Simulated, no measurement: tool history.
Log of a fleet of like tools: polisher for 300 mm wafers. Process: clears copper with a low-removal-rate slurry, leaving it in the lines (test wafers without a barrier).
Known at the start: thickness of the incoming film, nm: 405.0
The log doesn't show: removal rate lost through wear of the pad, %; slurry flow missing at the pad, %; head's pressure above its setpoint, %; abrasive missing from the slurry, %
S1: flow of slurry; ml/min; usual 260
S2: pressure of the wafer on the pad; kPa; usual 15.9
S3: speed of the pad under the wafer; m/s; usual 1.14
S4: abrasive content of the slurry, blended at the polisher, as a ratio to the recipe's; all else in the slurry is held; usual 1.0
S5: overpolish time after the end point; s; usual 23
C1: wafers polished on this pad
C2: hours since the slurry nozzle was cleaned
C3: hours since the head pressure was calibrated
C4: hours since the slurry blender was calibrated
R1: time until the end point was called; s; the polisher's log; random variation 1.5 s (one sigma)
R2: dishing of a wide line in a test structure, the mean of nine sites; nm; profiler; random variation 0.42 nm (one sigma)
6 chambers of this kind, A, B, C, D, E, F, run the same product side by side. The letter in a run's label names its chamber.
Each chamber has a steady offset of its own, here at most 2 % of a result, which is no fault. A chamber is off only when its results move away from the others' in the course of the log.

{"hour": 1.6, "done": "chamber D: slurry blender recalibrated"}
{"run": "1C", "hour": 2.6, "S1": 260, "S2": 15.9, "S3": 1.14, "S4": 1.0, "S5": 23, "C1": 307, "C2": 674.6, "C3": 443.8, "C4": 128.9, "R1": 140.38, "R2": 37.521}
{"run": "2F", "hour": 8.1, "S1": 260, "S2": 15.9, "S3": 1.14, "S4": 1.0, "S5": 23, "C1": 797, "C2": 652.8, "C3": 491.2, "C4": 130.6, "R1": 146.71, "R2": 36.525}
{"hour": 10.3, "done": "chamber F: slurry blender recalibrated"}
{"run": "3D", "hour": 12.4, "S1": 260, "S2": 15.9, "S3": 1.14, "S4": 1.0, "S5": 23, "C1": 530, "C2": 79.6, "C3": 218.9, "C4": 10.9, "R1": 143.37, "R2": 36.562}
{"run": "4A", "hour": 15.2, "S1": 260, "S2": 15.9, "S3": 1.14, "S4": 1.0, "S5": 23, "C1": 518, "C2": 657.0, "C3": 130.1, "C4": 393.6, "R1": 146.07, "R2": 36.845}
{"run": "5E", "hour": 20.6, "S1": 260, "S2": 15.9, "S3": 1.14, "S4": 1.0, "S5": 23, "C1": 592, "C2": 260.0, "C3": 460.4, "C4": 85.8, "R1": 143.39, "R2": 36.783}
{"run": "6B", "hour": 23.9, "S1": 260, "S2": 15.9, "S3": 1.14, "S4": 1.0, "S5": 23, "C1": 405, "C2": 389.2, "C3": 911.4, "C4": 30.6, "R1": 144.43, "R2": 36.988}
{"hour": 25.4, "done": "chamber C: slurry blender recalibrated"}
{"run": "7F", "hour": 26.5, "S1": 260, "S2": 15.9, "S3": 1.14, "S4": 1.0, "S5": 23, "C1": 958, "C2": 671.2, "C3": 509.6, "C4": 16.3, "R1": 143.68, "R2": 36.431}
{"run": "8A", "hour": 31.2, "S1": 205, "S2": 15.9, "S3": 1.14, "S4": 0.9, "S5": 23, "C1": 658, "C2": 673.0, "C3": 146.1, "C4": 409.6, "R1": 152.05, "R2": 35.291}
{"hour": 33.8, "done": "chamber C: slurry nozzle cleaned"}
{"run": "9C", "hour": 35.6, "S1": 205, "S2": 15.9, "S3": 1.14, "S4": 0.9, "S5": 23, "C1": 595, "C2": 1.8, "C3": 476.8, "C4": 10.3, "R1": 150.29, "R2": 35.939}
{"hour": 39.1, "done": "chamber E: slurry nozzle cleaned"}
{"hour": 40.2, "done": "chamber A: worn pad replaced by a new one"}
{"hour": 40.4, "done": "chamber F: worn pad replaced by a new one"}
{"run": "10B", "hour": 40.9, "S1": 205, "S2": 15.9, "S3": 1.14, "S4": 0.9, "S5": 23, "C1": 553, "C2": 406.2, "C3": 928.4, "C4": 47.6, "R1": 150.48, "R2": 35.295}
{"hour": 43.3, "done": "chamber E: slurry blender recalibrated"}
{"run": "11E", "hour": 46.4, "S1": 205, "S2": 15.9, "S3": 1.14, "S4": 0.9, "S5": 23, "C1": 817, "C2": 7.4, "C3": 486.2, "C4": 3.2, "R1": 148.63, "R2": 36.255}
{"hour": 48.7, "done": "chamber E: worn pad replaced by a new one"}
{"run": "12D", "hour": 50.2, "S1": 205, "S2": 15.9, "S3": 1.14, "S4": 0.9, "S5": 23, "C1": 860, "C2": 117.4, "C3": 256.7, "C4": 48.7, "R1": 156.16, "R2": 35.433}
{"run": "13F", "hour": 55.7, "S1": 205, "S2": 15.9, "S3": 1.14, "S4": 0.9, "S5": 23, "C1": 133, "C2": 700.4, "C3": 538.8, "C4": 45.5, "R1": 152.13, "R2": 35.53}
{"hour": 56.0, "done": "chamber A: slurry blender recalibrated"}
{"hour": 57.4, "done": "chamber B: worn pad replaced by a new one"}
{"run": "14D", "hour": 59.9, "S1": 260, "S2": 15.9, "S3": 1.14, "S4": 1.0, "S5": 23, "C1": 944, "C2": 127.1, "C3": 266.4, "C4": 58.4, "R1": 144.25, "R2": 36.82}
{"hour": 61.3, "done": "chamber A: slurry nozzle cleaned"}
{"hour": 61.9, "done": "chamber C: worn pad replaced by a new one"}
{"run": "15B", "hour": 64.7, "S1": 260, "S2": 15.9, "S3": 1.14, "S4": 1.0, "S5": 23, "C1": 64, "C2": 430.0, "C3": 952.2, "C4": 71.4, "R1": 144.96, "R2": 36.779}
{"run": "16A", "hour": 67.6, "S1": 260, "S2": 15.9, "S3": 1.14, "S4": 1.0, "S5": 23, "C1": 239, "C2": 6.4, "C3": 182.5, "C4": 11.7, "R1": 143.87, "R2": 37.449}
{"run": "17E", "hour": 71.6, "S1": 260, "S2": 15.9, "S3": 1.14, "S4": 1.0, "S5": 23, "C1": 200, "C2": 32.6, "C3": 511.4, "C4": 28.4, "R1": 145.22, "R2": 36.812}
{"run": "18C", "hour": 74.4, "S1": 260, "S2": 15.9, "S3": 1.14, "S4": 1.0, "S5": 23, "C1": 109, "C2": 40.6, "C3": 515.6, "C4": 49.1, "R1": 140.95, "R2": 36.866}
{"run": "19E", "hour": 79.0, "S1": 260, "S2": 15.9, "S3": 1.14, "S4": 1.0, "S5": 23, "C1": 264, "C2": 40.0, "C3": 518.8, "C4": 35.8, "R1": 145.17, "R2": 38.233}
{"run": "20C", "hour": 83.4, "S1": 260, "S2": 15.9, "S3": 1.14, "S4": 1.0, "S5": 23, "C1": 187, "C2": 49.6, "C3": 524.6, "C4": 58.1, "R1": 142.17, "R2": 37.473}
{"run": "21D", "hour": 88.1, "S1": 260, "S2": 15.9, "S3": 1.14, "S4": 1.0, "S5": 23, "C1": 1190, "C2": 155.3, "C3": 294.6, "C4": 86.6, "R1": 148.03, "R2": 35.8}
{"run": "22A", "hour": 93.1, "S1": 260, "S2": 15.9, "S3": 1.14, "S4": 1.0, "S5": 23, "C1": 461, "C2": 31.9, "C3": 208.0, "C4": 37.2, "R1": 141.66, "R2": 36.774}
{"run": "23B", "hour": 95.9, "S1": 260, "S2": 15.9, "S3": 1.14, "S4": 1.0, "S5": 23, "C1": 336, "C2": 461.2, "C3": 983.4, "C4": 102.6, "R1": 146.24, "R2": 36.252}
{"run": "24F", "hour": 99.9, "S1": 260, "S2": 15.9, "S3": 1.14, "S4": 1.0, "S5": 23, "C1": 518, "C2": 744.6, "C3": 583.0, "C4": 89.7, "R1": 144.17, "R2": 36.745}
{"hour": 105.0, "done": "chamber A: worn pad replaced by a new one"}
{"run": "25B", "hour": 105.3, "S1": 260, "S2": 15.9, "S3": 1.14, "S4": 1.0, "S5": 23, "C1": 418, "C2": 470.6, "C3": 992.8, "C4": 112.0, "R1": 147.02, "R2": 36.837}
{"run": "26F", "hour": 107.9, "S1": 260, "S2": 15.9, "S3": 1.14, "S4": 1.0, "S5": 23, "C1": 588, "C2": 752.6, "C3": 591.0, "C4": 97.7, "R1": 145.34, "R2": 36.392}
{"run": "27A", "hour": 111.2, "S1": 260, "S2": 15.9, "S3": 1.14, "S4": 1.0, "S5": 23, "C1": 54, "C2": 50.0, "C3": 226.1, "C4": 55.3, "R1": 145.45, "R2": 36.204}
{"run": "28E", "hour": 115.9, "S1": 260, "S2": 15.9, "S3": 1.14, "S4": 1.0, "S5": 23, "C1": 586, "C2": 76.9, "C3": 555.7, "C4": 72.7, "R1": 143.25, "R2": 36.634}
{"run": "29D", "hour": 119.9, "S1": 260, "S2": 15.9, "S3": 1.14, "S4": 1.0, "S5": 23, "C1": 1468, "C2": 187.1, "C3": 326.4, "C4": 118.4, "R1": 153.7, "R2": 36.104}
{"hour": 123.2, "done": "chamber B: worn pad replaced by a new one"}
{"run": "30C", "hour": 125.3, "S1": 260, "S2": 15.9, "S3": 1.14, "S4": 1.0, "S5": 23, "C1": 553, "C2": 91.5, "C3": 566.5, "C4": 100.0, "R1": 139.68, "R2": 36.121}
{"run": "31C", "hour": 127.9, "S1": 260, "S2": 15.9, "S3": 1.14, "S4": 1.0, "S5": 23, "C1": 575, "C2": 94.1, "C3": 569.1, "C4": 102.6, "R1": 140.5, "R2": 36.518}
{"run": "32D", "hour": 130.9, "S1": 260, "S2": 15.9, "S3": 1.14, "S4": 1.0, "S5": 23, "C1": 1564, "C2": 198.1, "C3": 337.4, "C4": 129.4, "R1": 151.63, "R2": 36.458}
{"run": "33A", "hour": 134.8, "S1": 260, "S2": 15.9, "S3": 1.14, "S4": 1.0, "S5": 23, "C1": 259, "C2": 73.6, "C3": 249.7, "C4": 78.9, "R1": 142.88, "R2": 37.532}
{"hour": 136.1, "done": "chamber F: slurry nozzle cleaned"}
{"hour": 136.1, "done": "chamber F: slurry blender recalibrated"}
{"run": "34B", "hour": 137.9, "S1": 260, "S2": 15.9, "S3": 1.14, "S4": 1.0, "S5": 23, "C1": 128, "C2": 503.2, "C3": 1025.4, "C4": 144.6, "R1": 143.46, "R2": 36.086}
{"hour": 138.0, "done": "chamber D: slurry blender recalibrated"}
{"run": "35F", "hour": 140.4, "S1": 260, "S2": 15.9, "S3": 1.14, "S4": 1.0, "S5": 23, "C1": 872, "C2": 4.3, "C3": 623.5, "C4": 4.3, "R1": 144.5, "R2": 36.415}
{"run": "36E", "hour": 145.0, "S1": 260, "S2": 15.9, "S3": 1.14, "S4": 1.0, "S5": 23, "C1": 840, "C2": 106.0, "C3": 584.8, "C4": 101.8, "R1": 142.81, "R2": 37.322}
{"run": "37C", "hour": 149.5, "S1": 260, "S2": 15.9, "S3": 1.14, "S4": 1.0, "S5": 23, "C1": 764, "C2": 115.7, "C3": 590.7, "C4": 124.2, "R1": 141.61, "R2": 37.293}
{"run": "38B", "hour": 153.5, "S1": 260, "S2": 15.9, "S3": 1.14, "S4": 1.0, "S5": 23, "C1": 264, "C2": 518.8, "C3": 1041.0, "C4": 160.2, "R1": 144.91, "R2": 36.937}
{"run": "39F", "hour": 158.5, "S1": 260, "S2": 15.9, "S3": 1.14, "S4": 1.0, "S5": 23, "C1": 1029, "C2": 22.4, "C3": 641.6, "C4": 22.4, "R1": 148.34, "R2": 37.41}
{"run": "40D", "hour": 163.6, "S1": 260, "S2": 15.9, "S3": 1.14, "S4": 1.0, "S5": 23, "C1": 1849, "C2": 230.8, "C3": 370.1, "C4": 25.6, "R1": 156.67, "R2": 35.354}
{"run": "41A", "hour": 168.3, "S1": 260, "S2": 15.9, "S3": 1.14, "S4": 1.0, "S5": 23, "C1": 551, "C2": 107.1, "C3": 283.2, "C4": 112.4, "R1": 144.85, "R2": 36.984}

Is one chamber off against the others, does the gauge drift, or is nothing wrong? If a chamber is off, say which, and what the likeliest cause is.

Chamber D drifts away from the others.
Cause: removal rate lost through wear of the pad, % = 7.82.
The log may not tell that from: slurry flow missing at the pad, %; head's pressure below its setpoint, %.

Here are 4 candidates for chamber D's next run, each the usual settings with a change, their results left as question marks. Which one brings its results back in line with what the others give on the usual settings?
In line means no further than this from the other chambers' mean on the usual settings: R1 5.10 s; R2 1.500 nm
{"run": "42D-1", "hour": 172.3, "S1": 260, "S2": 15.2, "S3": 1.1, "S4": 1.0, "S5": 23, "R1": "?", "R2": "?"}
{"run": "42D-2", "hour": 172.3, "S1": 260, "S2": 15.9, "S3": 1.12, "S4": 1.0, "S5": 23, "R1": "?", "R2": "?"}
{"run": "42D-3", "hour": 172.3, "S1": 260, "S2": 15.9, "S3": 1.16, "S4": 1.0, "S5": 23, "R1": "?", "R2": "?"}
{"run": "42D-4", "hour": 172.3, "S1": 260, "S2": 16.5, "S3": 1.18, "S4": 1.0, "S5": 23, "R1": "?", "R2": "?"}

The other chambers' mean on the usual settings: R1 144.23 s; R2 36.961 nm
run=42D-1 R1=170.51 R2=33.144
run=42D-2 R1=160.10 R2=34.793
run=42D-3 R1=154.63 R2=35.667
run=42D-4 R1=145.61 R2=37.315
42D-4 brings the chamber back in line.

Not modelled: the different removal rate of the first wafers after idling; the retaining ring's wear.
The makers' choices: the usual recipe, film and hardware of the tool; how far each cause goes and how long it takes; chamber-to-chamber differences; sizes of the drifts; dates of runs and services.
